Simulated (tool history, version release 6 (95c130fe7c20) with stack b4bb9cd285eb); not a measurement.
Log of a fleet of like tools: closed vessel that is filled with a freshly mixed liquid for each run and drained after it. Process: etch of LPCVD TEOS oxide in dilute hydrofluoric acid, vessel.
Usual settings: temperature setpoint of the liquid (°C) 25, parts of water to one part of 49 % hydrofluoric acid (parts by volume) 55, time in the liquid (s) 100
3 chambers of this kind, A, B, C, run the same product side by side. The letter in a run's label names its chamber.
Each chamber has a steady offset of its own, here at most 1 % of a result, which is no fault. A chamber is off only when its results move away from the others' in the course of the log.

run,hour,temperature setpoint of the liquid (°C),parts of water to one part of 49 % hydrofluoric acid (parts by volume),time in the liquid (s),hours since the thermometer was replaced,hours since the hydrofluoric acid flow meter was replaced,"read-back film thickness of the LPCVD TEOS oxide reference wafer, read on the same gauge (nm)",thickness taken off the LPCVD TEOS oxide on a monitor wafer (nm)
1A,7.2,25,55,100,808,840.6,120.03,34.205
2C,14.2,25,55,100,650.3,208.5,119.99,33.694
3B,20.8,25,55,100,851.5,379.8,119.98,33.776
4C,28.5,25,55,100,664.6,222.8,119.98,33.777
5B,37.9,25,55,100,868.6,396.9,119.99,33.673
6A,47.5,25,55,100,848.3,880.9,120,34.214
7A,58,25,55,100,858.8,891.4,120.05,34.63
8C,69.4,25,55,100,705.5,263.7,119.99,33.407
9B,81.3,25,55,100,912,440.3,120,33.453
10A,90.1,25,55,100,890.9,923.5,120.01,34.065
11B,98.5,25,55,120,929.2,457.5,120.03,40.527
12C,105.4,25,55,120,741.5,299.7,120.01,40.642
13C,113.4,25,55,120,749.5,307.7,120,39.736
14A,120,25,55,100,920.8,953.4,120.05,34.114
15B,126.6,25,55,100,957.3,485.6,119.98,33.556
16C,132.7,26.5,55,100,768.8,327,119.98,35.085
17A,139.8,26.5,55,100,940.6,973.2,119.94,36.51
18B,150.7,26.5,55,100,981.4,509.7,119.98,35.561
19B,161.7,25,55,100,992.4,520.7,119.97,33.438
20C,171.5,25,55,100,807.6,365.8,120.01,31.803
21A,183.6,25,55,100,984.4,1017,120.04,33.765
22B,196.3,29,35,100,1027,555.3,119.99,63.984
23A,202.4,29,35,100,1003.2,1035.8,119.96,65.653
24C,211.3,29,35,100,847.4,405.6,120.04,60.621
25B,219.2,25,55,100,1049.9,578.2,120.01,33.766
26C,226.8,25,55,100,862.9,421.1,120.01,31.14
27A,236.9,25,55,100,1037.7,1070.3,119.99,33.496
28B,246.1,25,55,100,1076.8,605.1,119.97,33.628
# hour 252.8: chamber C: thermometer replaced
29A,258.8,22.5,55,65,1059.6,1092.2,120.04,19.677
30C,270.2,22.5,55,65,17.4,464.5,120.01,18.037

What goes on in this fleet: one chamber off, a drifting gauge, or nothing beyond the chambers' own small offsets? Name the chamber and the cause, if any.

Chamber C drifts away from the others.
Cause: hydrofluoric acid flow below the setpoint (%) = 9.3.

Here are 4 candidates for chamber C's next run, each the usual settings with a change, their results left as question marks. Which one brings its results back in line with what the others give on the usual settings?
In line means no further than this from the other chambers' mean on the usual settings: thickness taken off the LPCVD TEOS oxide on a monitor wafer (nm) 1.1
31C-1,279.5,25.5,55,110,,,,?
31C-2,279.5,25,55,90,,,,?
31C-3,279.5,25,55,95,,,,?
31C-4,279.5,25,55,105,,,,?

The other chambers' mean on the usual settings: thickness taken off the LPCVD TEOS oxide on a monitor wafer (nm) 33.767
run,thickness taken off the LPCVD TEOS oxide on a monitor wafer (nm)
31C-1,33.84
31C-2,27.134
31C-3,28.641
31C-4,31.656
31C-1 brings the chamber back in line.
